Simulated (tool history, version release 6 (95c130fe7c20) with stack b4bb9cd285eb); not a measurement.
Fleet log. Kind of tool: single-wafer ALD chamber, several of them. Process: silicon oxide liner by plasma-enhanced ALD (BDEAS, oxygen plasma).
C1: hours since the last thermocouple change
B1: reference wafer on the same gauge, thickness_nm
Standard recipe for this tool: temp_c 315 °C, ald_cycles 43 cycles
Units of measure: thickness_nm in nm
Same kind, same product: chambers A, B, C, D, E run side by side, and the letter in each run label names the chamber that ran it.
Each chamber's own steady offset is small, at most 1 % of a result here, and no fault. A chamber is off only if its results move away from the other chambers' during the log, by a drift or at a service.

{"run": "1D", "hour": 2.4, "temp_c": 315, "ald_cycles": 43, "C1": 981.3, "B1": 3.9109, "thickness_nm": 3.928}
{"run": "2C", "hour": 5.2, "temp_c": 315, "ald_cycles": 43, "C1": 1737.4, "B1": 3.9094, "thickness_nm": 3.9079}
{"run": "3B", "hour": 9.8, "temp_c": 315, "ald_cycles": 43, "C1": 1335.3, "B1": 3.9083, "thickness_nm": 3.9184}
{"run": "4E", "hour": 12.3, "temp_c": 315, "ald_cycles": 43, "C1": 977.4, "B1": 3.9095, "thickness_nm": 3.9298}
{"run": "5A", "hour": 16.1, "temp_c": 315, "ald_cycles": 43, "C1": 2019.0, "B1": 3.9079, "thickness_nm": 3.8948}
{"run": "6A", "hour": 19.7, "temp_c": 315, "ald_cycles": 43, "C1": 2022.6, "B1": 3.9049, "thickness_nm": 3.9017}
{"run": "7C", "hour": 22.7, "temp_c": 315, "ald_cycles": 43, "C1": 1754.9, "B1": 3.9039, "thickness_nm": 3.8933}
{"run": "8D", "hour": 26.6, "temp_c": 326, "ald_cycles": 43, "C1": 1005.5, "B1": 3.9043, "thickness_nm": 3.8656}
{"run": "9E", "hour": 29.2, "temp_c": 326, "ald_cycles": 43, "C1": 994.3, "B1": 3.9041, "thickness_nm": 3.8719}
{"run": "10B", "hour": 32.0, "temp_c": 326, "ald_cycles": 43, "C1": 1357.5, "B1": 3.9036, "thickness_nm": 3.8615}
{"run": "11C", "hour": 36.3, "temp_c": 326, "ald_cycles": 43, "C1": 1768.5, "B1": 3.9027, "thickness_nm": 3.8309}
{"run": "12A", "hour": 38.9, "temp_c": 326, "ald_cycles": 43, "C1": 2041.8, "B1": 3.9011, "thickness_nm": 3.8169}
{"run": "13E", "hour": 42.4, "temp_c": 315, "ald_cycles": 43, "C1": 1007.5, "B1": 3.8997, "thickness_nm": 3.9224}
{"run": "14D", "hour": 46.3, "temp_c": 315, "ald_cycles": 43, "C1": 1025.2, "B1": 3.9007, "thickness_nm": 3.9187}
{"run": "15B", "hour": 49.0, "temp_c": 315, "ald_cycles": 43, "C1": 1374.5, "B1": 3.8993, "thickness_nm": 3.8985}
{"run": "16A", "hour": 51.3, "temp_c": 315, "ald_cycles": 43, "C1": 2054.2, "B1": 3.8991, "thickness_nm": 3.8773}
{"run": "17D", "hour": 53.7, "temp_c": 315, "ald_cycles": 43, "C1": 1032.6, "B1": 3.898, "thickness_nm": 3.9145}
{"run": "18C", "hour": 58.2, "temp_c": 315, "ald_cycles": 43, "C1": 1790.4, "B1": 3.898, "thickness_nm": 3.8957}
{"run": "19E", "hour": 62.0, "temp_c": 315, "ald_cycles": 43, "C1": 1027.1, "B1": 3.8983, "thickness_nm": 3.9224}
{"run": "20B", "hour": 65.5, "temp_c": 315, "ald_cycles": 43, "C1": 1391.0, "B1": 3.8974, "thickness_nm": 3.9011}
{"run": "21D", "hour": 69.6, "temp_c": 315, "ald_cycles": 43, "C1": 1048.5, "B1": 3.8954, "thickness_nm": 3.9031}
{"run": "22B", "hour": 72.8, "temp_c": 315, "ald_cycles": 43, "C1": 1398.3, "B1": 3.8947, "thickness_nm": 3.9158}
{"run": "23C", "hour": 76.9, "temp_c": 315, "ald_cycles": 43, "C1": 1809.1, "B1": 3.8932, "thickness_nm": 3.8867}
{"run": "24E", "hour": 81.3, "temp_c": 315, "ald_cycles": 43, "C1": 1046.4, "B1": 3.8932, "thickness_nm": 3.9113}
{"run": "25A", "hour": 84.8, "temp_c": 315, "ald_cycles": 43, "C1": 2087.7, "B1": 3.8912, "thickness_nm": 3.889}
{"run": "26A", "hour": 87.4, "temp_c": 315, "ald_cycles": 43, "C1": 2090.3, "B1": 3.8927, "thickness_nm": 3.888}
{"run": "27E", "hour": 90.9, "temp_c": 315, "ald_cycles": 43, "C1": 1056.0, "B1": 3.8908, "thickness_nm": 3.9092}
{"run": "28B", "hour": 94.5, "temp_c": 315, "ald_cycles": 43, "C1": 1420.0, "B1": 3.8892, "thickness_nm": 3.8935}
{"run": "29D", "hour": 98.1, "temp_c": 315, "ald_cycles": 43, "C1": 1077.0, "B1": 3.8879, "thickness_nm": 3.89}
{"run": "30C", "hour": 101.4, "temp_c": 315, "ald_cycles": 43, "C1": 1833.6, "B1": 3.888, "thickness_nm": 3.8787}
{"run": "31D", "hour": 104.2, "temp_c": 315, "ald_cycles": 43, "C1": 1083.1, "B1": 3.8884, "thickness_nm": 3.8951}
{"run": "32B", "hour": 106.5, "temp_c": 315, "ald_cycles": 43, "C1": 1432.0, "B1": 3.8881, "thickness_nm": 3.8994}
{"run": "33C", "hour": 110.5, "temp_c": 315, "ald_cycles": 43, "C1": 1842.7, "B1": 3.8878, "thickness_nm": 3.8802}
{"run": "34A", "hour": 115.0, "temp_c": 315, "ald_cycles": 43, "C1": 2117.9, "B1": 3.886, "thickness_nm": 3.8667}
{"run": "35E", "hour": 117.1, "temp_c": 329, "ald_cycles": 49, "C1": 1082.2, "B1": 3.8849, "thickness_nm": 4.3657}
{"run": "36C", "hour": 121.0, "temp_c": 329, "ald_cycles": 49, "C1": 1853.2, "B1": 3.8839, "thickness_nm": 4.3086}
{"run": "37A", "hour": 124.3, "temp_c": 329, "ald_cycles": 49, "C1": 2127.2, "B1": 3.883, "thickness_nm": 4.3204}

All 5 chambers run these settings next. Forecast each chamber's results:
{"run": "38A", "hour": 127.6, "temp_c": 315, "ald_cycles": 43, "thickness_nm": "?"}
{"run": "38B", "hour": 127.6, "temp_c": 315, "ald_cycles": 43, "thickness_nm": "?"}
{"run": "38C", "hour": 127.6, "temp_c": 315, "ald_cycles": 43, "thickness_nm": "?"}
{"run": "38D", "hour": 127.6, "temp_c": 315, "ald_cycles": 43, "thickness_nm": "?"}
{"run": "38E", "hour": 127.6, "temp_c": 315, "ald_cycles": 43, "thickness_nm": "?"}

run=38A thickness_nm=3.8694
run=38B thickness_nm=3.8910
run=38C thickness_nm=3.8589
run=38D thickness_nm=3.8958
run=38E thickness_nm=3.8971
